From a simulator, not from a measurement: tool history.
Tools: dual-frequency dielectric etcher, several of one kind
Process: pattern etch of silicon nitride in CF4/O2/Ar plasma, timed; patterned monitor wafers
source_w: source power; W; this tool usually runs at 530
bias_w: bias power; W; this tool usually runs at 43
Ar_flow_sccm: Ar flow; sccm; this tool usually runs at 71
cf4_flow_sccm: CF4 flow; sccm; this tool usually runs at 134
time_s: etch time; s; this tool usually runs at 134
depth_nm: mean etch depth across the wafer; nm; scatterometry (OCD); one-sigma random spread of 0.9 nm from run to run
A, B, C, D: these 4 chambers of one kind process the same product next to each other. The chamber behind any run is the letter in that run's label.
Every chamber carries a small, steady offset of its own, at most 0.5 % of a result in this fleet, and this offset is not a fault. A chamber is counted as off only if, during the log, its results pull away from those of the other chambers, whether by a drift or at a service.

run,hour,source_w,bias_w,Ar_flow_sccm,cf4_flow_sccm,time_s,"read-back reference wafer on the same gauge, depth_nm",depth_nm
1B,10.3,530,43,71,134,134,323.94,271.85
# hour 18.6: chamber A: bias power generator calibrated
# hour 18.6: chamber C: wet clean of the chamber
# hour 20.0: chamber B: Ar flow controller replaced
2A,21.6,530,43,71,134,134,323.88,274.88
3C,35.9,530,43,71,134,134,324.19,270.70
4D,46.7,530,43,71,134,134,324.00,273.74
5B,56.7,530,43,71,134,134,323.90,271.38
# hour 63.5: chamber D: bias power generator calibrated
6A,65.3,530,43,71,134,134,324.19,271.42
7D,74.9,530,36,71,134,163,324.20,312.36
8C,83.9,530,36,71,134,163,323.98,312.31
# hour 87.2: chamber B: wet clean of the chamber
9C,95.6,530,36,71,134,163,324.03,313.86
10D,102.8,530,36,71,134,163,323.87,309.73
11B,111.4,530,43,71,134,134,324.18,272.78
12A,119.7,650,43,66,134,134,323.98,331.17
# hour 124.3: chamber C: source power generator calibrated
13C,133.9,650,43,66,134,134,323.71,320.84
14B,142.2,650,43,66,134,134,323.94,328.44
15D,154.2,650,43,66,134,134,323.71,328.28
16A,161.8,530,43,71,134,134,323.94,274.92
17D,170.5,530,43,71,157,134,323.73,275.95
18B,180.9,530,43,71,157,134,324.12,275.73
19A,187.4,530,43,71,157,134,323.90,278.17
20C,198.6,530,43,71,157,134,323.86,270.13
21D,212.9,530,43,71,134,134,324.04,270.04
22A,221.2,530,43,71,134,134,324.09,273.77
23C,233.4,530,43,71,134,134,323.78,265.76
24B,239.9,530,43,71,134,134,323.92,272.33

What goes on in this fleet: one chamber off, a drifting gauge, or nothing beyond the chambers' own small offsets? Name the chamber and the cause, if any.

The work done on chamber C during a service left it standing apart from the others.
Likeliest cause: source power that arrives under what is set, % = 3.05.

Here are 4 candidates for chamber C's next run, each the usual settings with a change, their results left as question marks. Which one brings its results back in line with what the others give on the usual settings?
In line means no further than this from the other chambers' mean on the usual settings: depth_nm 3.10 nm
25C-1,250.2,540,43,71,134,136.0,,?
25C-2,250.2,530,43,71,134,134.5,,?
25C-3,250.2,530,43,71,134,130.5,,?
25C-4,250.2,530,43,71,134,133.5,,?

Usual-settings mean across the other chambers: depth_nm 272.17 nm
run,depth_nm
25C-1,273.49
25C-2,266.07
25C-3,258.16
25C-4,264.09
25C-1 brings the chamber back in line.

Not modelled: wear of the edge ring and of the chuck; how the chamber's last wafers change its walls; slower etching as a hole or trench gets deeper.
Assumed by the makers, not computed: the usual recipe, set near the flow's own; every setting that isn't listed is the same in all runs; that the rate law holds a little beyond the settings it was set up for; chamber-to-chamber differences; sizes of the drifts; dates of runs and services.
